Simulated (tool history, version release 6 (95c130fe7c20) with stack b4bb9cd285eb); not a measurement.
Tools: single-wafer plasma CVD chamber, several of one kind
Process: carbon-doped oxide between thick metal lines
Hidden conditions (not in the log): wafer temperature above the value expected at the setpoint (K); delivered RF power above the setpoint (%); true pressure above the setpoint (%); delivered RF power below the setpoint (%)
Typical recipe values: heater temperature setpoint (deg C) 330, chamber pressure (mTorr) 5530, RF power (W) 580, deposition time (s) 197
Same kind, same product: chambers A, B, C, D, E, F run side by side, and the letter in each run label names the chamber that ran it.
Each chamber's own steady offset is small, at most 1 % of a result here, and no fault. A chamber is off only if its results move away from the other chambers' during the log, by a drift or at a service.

run,hour,heater temperature setpoint (deg C),chamber pressure (mTorr),RF power (W),deposition time (s),hours since the last thermocouple change,hours since the last RF generator calibration,hours since the last manometer calibration,"read-back reference wafer on the same gauge, thickness_nm",mean film thickness on the monitor wafer (Å)
1A,8.4,330,5530,580,197,2140.6,648.3,1532.5,1020.2,11714.0
2B,21.6,330,5530,580,197,523.4,63.8,1820.6,1020.1,11629.0
3E,33.1,330,5530,580,197,544.2,910.7,250.8,1019.9,11667.0
4D,45.7,330,5530,580,197,1552.6,1231.7,217.8,1019.5,11623.0
5C,58.8,330,5530,580,197,257.6,540.1,602.3,1020.3,11658.0
6F,67.4,330,5530,580,197,749.2,864.4,1325.5,1019.8,11535.0
7B,83.4,330,5530,480,159,585.2,125.6,1882.4,1019.9,8401.0
8F,93.8,330,5530,480,159,775.6,890.8,1351.9,1020.0,8294.1
9C,107.7,330,5530,480,159,306.5,589.0,651.2,1020.2,8393.3
# hour 117.4: chamber D: thermocouple changed; heater temperature recalibrated
10E,120.3,330,5530,480,159,631.4,997.9,338.0,1019.8,8373.7
11D,128.7,330,5530,480,159,11.4,1314.7,300.8,1020.1,8365.9
12A,137.1,330,5530,480,159,2269.3,777.0,1661.2,1019.2,8425.2
13B,144.9,330,5530,580,197,646.7,187.1,1943.9,1019.8,11657.0
# hour 145.0: chamber A: thermocouple changed; heater temperature recalibrated
14E,160.0,330,5530,580,197,671.1,1037.6,377.7,1019.8,11712.0
15A,167.1,330,5530,580,197,22.2,807.0,1691.2,1020.4,11739.0
16D,178.6,330,5530,580,197,61.3,1364.6,350.7,1019.9,11640.0
17C,186.6,330,5530,580,197,385.4,667.9,730.1,1019.8,11701.0
18F,201.6,330,5530,580,197,883.4,998.6,1459.7,1020.3,11610.0
# hour 207.4: chamber F: capacitance manometer re-zeroed and calibrated
19B,209.4,330,5530,580,197,711.2,251.6,2008.4,1019.3,11624.0
20E,219.1,330,5530,580,197,730.2,1096.7,436.8,1019.9,11710.0
21A,228.6,330,5530,580,197,83.7,868.5,1752.7,1019.6,11702.0
22D,240.7,330,5530,580,197,123.4,1426.7,412.8,1020.4,11623.0
23C,250.1,330,5530,635,212,448.9,731.4,793.6,1019.7,13262.0
24F,266.3,330,5530,635,212,948.1,1063.3,59.0,1019.6,13179.0
25A,280.9,330,5530,635,212,136.0,920.8,1805.0,1019.2,13258.0
26E,288.3,330,5530,635,212,799.4,1165.9,506.0,1019.8,13297.0
27D,304.5,330,5530,635,212,187.2,1490.5,476.6,1019.5,13092.0
28F,318.7,330,5530,635,212,1000.5,1115.7,111.4,1020.1,13141.0
29C,330.3,330,5530,580,197,529.1,811.6,873.8,1020.2,11691.0
30B,343.2,330,5530,580,197,845.0,385.4,2142.2,1020.9,11669.0
# hour 345.2: chamber B: capacitance manometer re-zeroed and calibrated
31F,353.4,330,5530,580,197,1035.2,1150.4,146.1,1020.5,11608.0
# hour 363.4: chamber F: thermocouple changed; heater temperature recalibrated
32D,369.0,330,5530,580,197,251.7,1555.0,541.1,1020.1,11432.0
33A,385.4,330,5530,580,197,240.5,1025.3,1909.5,1019.8,11725.0
34B,398.1,330,5530,580,197,899.9,440.3,52.9,1020.2,11653.0
35E,412.3,330,5530,580,197,923.4,1289.9,630.0,1020.2,11733.0
36C,420.8,330,5530,580,197,619.6,902.1,964.3,1019.3,11685.0
37B,428.2,330,5530,580,197,930.0,470.4,83.0,1019.2,11635.0
# hour 437.1: chamber E: thermocouple changed; heater temperature recalibrated
38D,438.4,330,5530,580,197,321.1,1624.4,610.5,1020.0,11341.0
# hour 446.7: chamber A: RF generator calibrated
39E,448.2,330,5530,580,197,11.2,1325.8,665.9,1019.6,11704.0
40F,459.6,342,6000,580,197,96.2,1256.6,252.3,1020.2,11272.0
41C,474.1,342,6000,580,197,672.9,955.4,1017.6,1019.6,11376.0
42A,486.8,342,6000,580,197,341.9,40.1,2010.9,1019.9,11466.0

For the next run the whole fleet of 6 chambers uses the same settings. Give each chamber's results:
43A,498.5,330,5530,580,233,,,,,?
43B,498.5,330,5530,580,233,,,,,?
43C,498.5,330,5530,580,233,,,,,?
43D,498.5,330,5530,580,233,,,,,?
43E,498.5,330,5530,580,233,,,,,?
43F,498.5,330,5530,580,233,,,,,?

run,mean film thickness on the monitor wafer (Å)
43A,13887.0
43B,13765.0
43C,13759.0
43D,13333.0
43E,13787.0
43F,13664.0
